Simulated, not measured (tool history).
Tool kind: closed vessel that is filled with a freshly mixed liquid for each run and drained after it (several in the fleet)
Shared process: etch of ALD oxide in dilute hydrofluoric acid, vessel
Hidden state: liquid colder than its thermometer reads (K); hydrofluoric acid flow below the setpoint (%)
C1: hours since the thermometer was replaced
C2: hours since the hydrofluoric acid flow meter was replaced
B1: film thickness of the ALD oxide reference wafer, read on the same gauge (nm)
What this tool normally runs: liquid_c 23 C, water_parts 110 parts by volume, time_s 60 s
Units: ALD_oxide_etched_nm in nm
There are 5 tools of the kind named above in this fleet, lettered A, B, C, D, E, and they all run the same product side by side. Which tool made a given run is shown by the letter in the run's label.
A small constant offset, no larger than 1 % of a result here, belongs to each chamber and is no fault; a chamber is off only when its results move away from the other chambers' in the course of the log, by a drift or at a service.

run 1A hour=9.4 | liquid_c=23 water_parts=110 time_s=60 | C1=887.2 C2=1238.4 | B1=120.01 | ALD_oxide_etched_nm=7.3056
run 2C hour=21.1 | liquid_c=23 water_parts=110 time_s=60 | C1=305.7 C2=621.9 | B1=120.01 | ALD_oxide_etched_nm=7.3032
run 3E hour=32.8 | liquid_c=23 water_parts=110 time_s=60 | C1=600.5 C2=2346.6 | B1=120 | ALD_oxide_etched_nm=7.17
run 4B hour=44.1 | liquid_c=23 water_parts=110 time_s=60 | C1=606.2 C2=1602.9 | B1=119.98 | ALD_oxide_etched_nm=7.2716
run 5D hour=57 | liquid_c=23 water_parts=110 time_s=60 | C1=1666.8 C2=1166.1 | B1=120.01 | ALD_oxide_etched_nm=7.2958
run 6C hour=64.8 | liquid_c=19 water_parts=110 time_s=60 | C1=349.4 C2=665.6 | B1=120 | ALD_oxide_etched_nm=6.2588
-- hour=65.3 chamber E: hydrofluoric acid flow meter replaced
run 7A hour=77.1 | liquid_c=19 water_parts=110 time_s=60 | C1=954.9 C2=1306.1 | B1=120 | ALD_oxide_etched_nm=6.1579
run 8D hour=88.7 | liquid_c=19 water_parts=110 time_s=60 | C1=1698.5 C2=1197.8 | B1=120 | ALD_oxide_etched_nm=6.2891
run 9E hour=94.6 | liquid_c=19 water_parts=110 time_s=60 | C1=662.3 C2=29.4 | B1=119.97 | ALD_oxide_etched_nm=6.2407
run 10B hour=104.1 | liquid_c=19 water_parts=110 time_s=60 | C1=666.2 C2=1662.9 | B1=119.99 | ALD_oxide_etched_nm=6.2269
run 11A hour=114.7 | liquid_c=23 water_parts=110 time_s=60 | C1=992.5 C2=1343.7 | B1=120 | ALD_oxide_etched_nm=7.2983
run 12D hour=122.9 | liquid_c=23 water_parts=110 time_s=60 | C1=1732.7 C2=1232 | B1=119.98 | ALD_oxide_etched_nm=7.3351
run 13E hour=135 | liquid_c=23 water_parts=110 time_s=60 | C1=702.7 C2=69.8 | B1=120.03 | ALD_oxide_etched_nm=7.3035
run 14C hour=142.6 | liquid_c=23 water_parts=70 time_s=60 | C1=427.2 C2=743.4 | B1=120 | ALD_oxide_etched_nm=12.147
run 15B hour=149.5 | liquid_c=23 water_parts=70 time_s=60 | C1=711.6 C2=1708.3 | B1=119.99 | ALD_oxide_etched_nm=12.201
run 16D hour=158.8 | liquid_c=23 water_parts=70 time_s=60 | C1=1768.6 C2=1267.9 | B1=119.98 | ALD_oxide_etched_nm=12.057
run 17A hour=165.7 | liquid_c=23 water_parts=70 time_s=60 | C1=1043.5 C2=1394.7 | B1=119.99 | ALD_oxide_etched_nm=12.006
run 18C hour=172.5 | liquid_c=23 water_parts=70 time_s=60 | C1=457.1 C2=773.3 | B1=120.01 | ALD_oxide_etched_nm=12.196
run 19E hour=184 | liquid_c=23 water_parts=110 time_s=60 | C1=751.7 C2=118.8 | B1=120.02 | ALD_oxide_etched_nm=7.4086
run 20B hour=196.8 | liquid_c=23 water_parts=110 time_s=60 | C1=758.9 C2=1755.6 | B1=120 | ALD_oxide_etched_nm=7.2955
run 21A hour=204.1 | liquid_c=23 water_parts=110 time_s=60 | C1=1081.9 C2=1433.1 | B1=120 | ALD_oxide_etched_nm=7.3196
-- hour=205.4 chamber A: hydrofluoric acid flow meter replaced
-- hour=207.6 chamber C: thermometer replaced
run 22E hour=216.6 | liquid_c=23 water_parts=110 time_s=60 | C1=784.3 C2=151.4 | B1=120 | ALD_oxide_etched_nm=7.2194
run 23D hour=224.3 | liquid_c=23 water_parts=110 time_s=60 | C1=1834.1 C2=1333.4 | B1=119.99 | ALD_oxide_etched_nm=7.328
run 24C hour=230.1 | liquid_c=23 water_parts=110 time_s=60 | C1=22.5 C2=830.9 | B1=119.98 | ALD_oxide_etched_nm=7.2944
run 25B hour=235.9 | liquid_c=23 water_parts=110 time_s=60 | C1=798 C2=1794.7 | B1=119.99 | ALD_oxide_etched_nm=7.2433
run 26E hour=244.7 | liquid_c=23 water_parts=110 time_s=60 | C1=812.4 C2=179.5 | B1=120.01 | ALD_oxide_etched_nm=7.3343
run 27D hour=257.2 | liquid_c=23 water_parts=110 time_s=60 | C1=1867 C2=1366.3 | B1=120 | ALD_oxide_etched_nm=7.3397
run 28C hour=264.3 | liquid_c=23 water_parts=110 time_s=60 | C1=56.7 C2=865.1 | B1=120.02 | ALD_oxide_etched_nm=7.3774
run 29A hour=275.4 | liquid_c=23 water_parts=110 time_s=60 | C1=1153.2 C2=70.1 | B1=120.01 | ALD_oxide_etched_nm=7.2525
run 30B hour=284.8 | liquid_c=23 water_parts=110 time_s=60 | C1=846.9 C2=1843.6 | B1=119.98 | ALD_oxide_etched_nm=7.2906
run 31E hour=292.6 | liquid_c=23 water_parts=135 time_s=85 | C1=860.3 C2=227.4 | B1=120.01 | ALD_oxide_etched_nm=8.3393
run 32C hour=300.9 | liquid_c=23 water_parts=135 time_s=85 | C1=93.3 C2=901.7 | B1=120.01 | ALD_oxide_etched_nm=8.2305
run 33D hour=306.9 | liquid_c=23 water_parts=135 time_s=85 | C1=1916.7 C2=1416 | B1=119.98 | ALD_oxide_etched_nm=8.1492
run 34B hour=318.3 | liquid_c=23 water_parts=135 time_s=85 | C1=880.4 C2=1877.1 | B1=119.99 | ALD_oxide_etched_nm=8.2134
run 35A hour=330.5 | liquid_c=23 water_parts=135 time_s=85 | C1=1208.3 C2=125.2 | B1=120.01 | ALD_oxide_etched_nm=8.2075

The same settings go to every chamber for the next run, one line per chamber below. Forecast the results for each:
run 36A hour=340 | liquid_c=23 water_parts=160 time_s=60 | ALD_oxide_etched_nm=?
run 36B hour=340 | liquid_c=23 water_parts=160 time_s=60 | ALD_oxide_etched_nm=?
run 36C hour=340 | liquid_c=23 water_parts=160 time_s=60 | ALD_oxide_etched_nm=?
run 36D hour=340 | liquid_c=23 water_parts=160 time_s=60 | ALD_oxide_etched_nm=?
run 36E hour=340 | liquid_c=23 water_parts=160 time_s=60 | ALD_oxide_etched_nm=?

run=36A ALD_oxide_etched_nm=4.7074
run=36B ALD_oxide_etched_nm=4.7475
run=36C ALD_oxide_etched_nm=4.6854
run=36D ALD_oxide_etched_nm=4.6987
run=36E ALD_oxide_etched_nm=4.7774

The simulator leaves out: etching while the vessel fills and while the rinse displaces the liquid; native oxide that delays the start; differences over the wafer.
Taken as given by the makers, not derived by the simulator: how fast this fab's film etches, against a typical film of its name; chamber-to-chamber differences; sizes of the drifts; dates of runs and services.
